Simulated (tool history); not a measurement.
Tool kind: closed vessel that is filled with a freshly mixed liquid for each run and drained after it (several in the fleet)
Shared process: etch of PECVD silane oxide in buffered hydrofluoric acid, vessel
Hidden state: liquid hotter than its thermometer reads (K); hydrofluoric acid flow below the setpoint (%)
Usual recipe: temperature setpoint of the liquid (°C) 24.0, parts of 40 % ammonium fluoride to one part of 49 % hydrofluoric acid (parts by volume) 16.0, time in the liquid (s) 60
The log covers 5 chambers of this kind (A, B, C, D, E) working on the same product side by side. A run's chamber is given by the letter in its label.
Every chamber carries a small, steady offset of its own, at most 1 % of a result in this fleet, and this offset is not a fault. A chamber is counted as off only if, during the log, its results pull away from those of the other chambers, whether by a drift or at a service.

run,day,temperature setpoint of the liquid (°C),parts of 40 % ammonium fluoride to one part of 49 % hydrofluoric acid (parts by volume),time in the liquid (s),hours since the thermometer was replaced,hours since the hydrofluoric acid flow meter was replaced,"read-back film thickness of the PECVD silane oxide reference wafer, read on the same gauge (nm)",thickness taken off the PECVD silane oxide on a monitor wafer (Å)
1A,0.150,24.0,16.0,60,1116.4,742.8,30.005,1907.1
2B,0.312,24.0,16.0,60,468.0,380.9,30.020,1923.6
3E,0.454,24.0,16.0,60,831.5,443.6,29.969,1899.6
4C,0.746,24.0,16.0,60,461.7,157.3,29.986,1917.4
5D,1.029,24.0,16.0,60,558.1,38.4,30.023,1922.5
6D,1.288,24.0,16.0,60,564.3,44.6,30.029,1937.2
7B,1.438,24.0,16.0,60,495.0,407.9,29.997,1926.7
8C,1.646,28.0,16.0,80,483.3,178.9,30.006,3184.7
9E,1.958,28.0,16.0,80,867.6,479.7,29.990,3177.3
10A,2.175,28.0,16.0,80,1165.0,791.4,29.959,3198.1
11C,2.350,28.0,16.0,80,500.2,195.8,30.022,3166.0
12B,2.629,28.0,16.0,80,523.6,436.5,29.989,3168.7
13A,2.929,24.0,16.0,60,1183.1,809.5,29.996,1924.8
14D,3.133,24.0,16.0,60,608.6,88.9,30.034,1910.4
15E,3.375,24.0,16.0,60,901.6,513.7,29.987,1910.0
16E,3.583,24.0,16.0,60,906.6,518.7,29.979,1903.8
17A,3.792,20.0,16.0,60,1203.8,830.2,30.034,1527.4
18C,4.008,20.0,16.0,60,540.0,235.6,29.983,1537.3
19D,4.254,20.0,16.0,60,635.5,115.8,29.991,1564.2
20B,4.479,20.0,16.0,60,568.0,480.9,29.985,1543.7
21E,4.692,20.0,16.0,60,933.2,545.3,30.038,1530.0
22A,4.829,24.0,16.0,60,1228.7,855.1,30.024,1924.0
23B,5.129,24.0,20.5,60,583.6,496.5,30.015,1525.5
24D,5.288,24.0,20.5,60,660.3,140.6,29.983,1543.6
25C,5.454,24.0,20.5,60,574.7,270.3,30.040,1520.9
26E,5.700,24.0,20.5,60,957.4,569.5,29.988,1506.6
27B,5.946,24.0,20.5,60,603.2,516.1,29.993,1522.5
28D,6.112,24.0,16.0,95,680.1,160.4,30.003,3143.9
29C,6.338,24.0,16.0,95,595.9,291.5,29.976,3039.9
30A,6.483,24.0,16.0,95,1268.4,894.8,30.005,3043.6
31C,6.754,24.0,16.0,95,605.9,301.5,30.004,3033.3
32E,6.912,24.0,16.0,95,986.5,598.6,30.025,3036.2
33A,7.208,24.0,16.0,60,1285.8,912.2,30.036,1928.6
34B,7.346,25.5,16.0,30,636.8,549.7,29.999,1046.3
# day 7.462: chamber E: hydrofluoric acid flow meter replaced
# day 7.617: chamber C: thermometer replaced
35D,7.650,25.5,16.0,30,717.0,197.3,30.031,1085.6
36E,7.838,25.5,16.0,30,1008.7,9.1,30.014,1039.7
37B,8.042,25.5,16.0,30,653.5,566.4,29.975,1042.0
38D,8.183,25.5,16.0,30,729.8,210.1,29.977,1086.8
39A,8.425,24.0,16.0,60,1315.0,941.4,30.021,1915.0
40C,8.742,24.0,16.0,60,27.1,349.2,30.014,1906.3
41E,9.012,24.0,16.0,60,1036.9,37.3,29.985,1922.2

Next, all 5 chambers run the settings below, one line each with question marks for the results. What does each chamber give?
42A,9.238,24.0,16.0,60,,,,?
42B,9.238,24.0,16.0,60,,,,?
42C,9.238,24.0,16.0,60,,,,?
42D,9.238,24.0,16.0,60,,,,?
42E,9.238,24.0,16.0,60,,,,?

run,thickness taken off the PECVD silane oxide on a monitor wafer (Å)
42A,1921.2
42B,1924.1
42C,1911.3
42D,2035.4
42E,1906.8
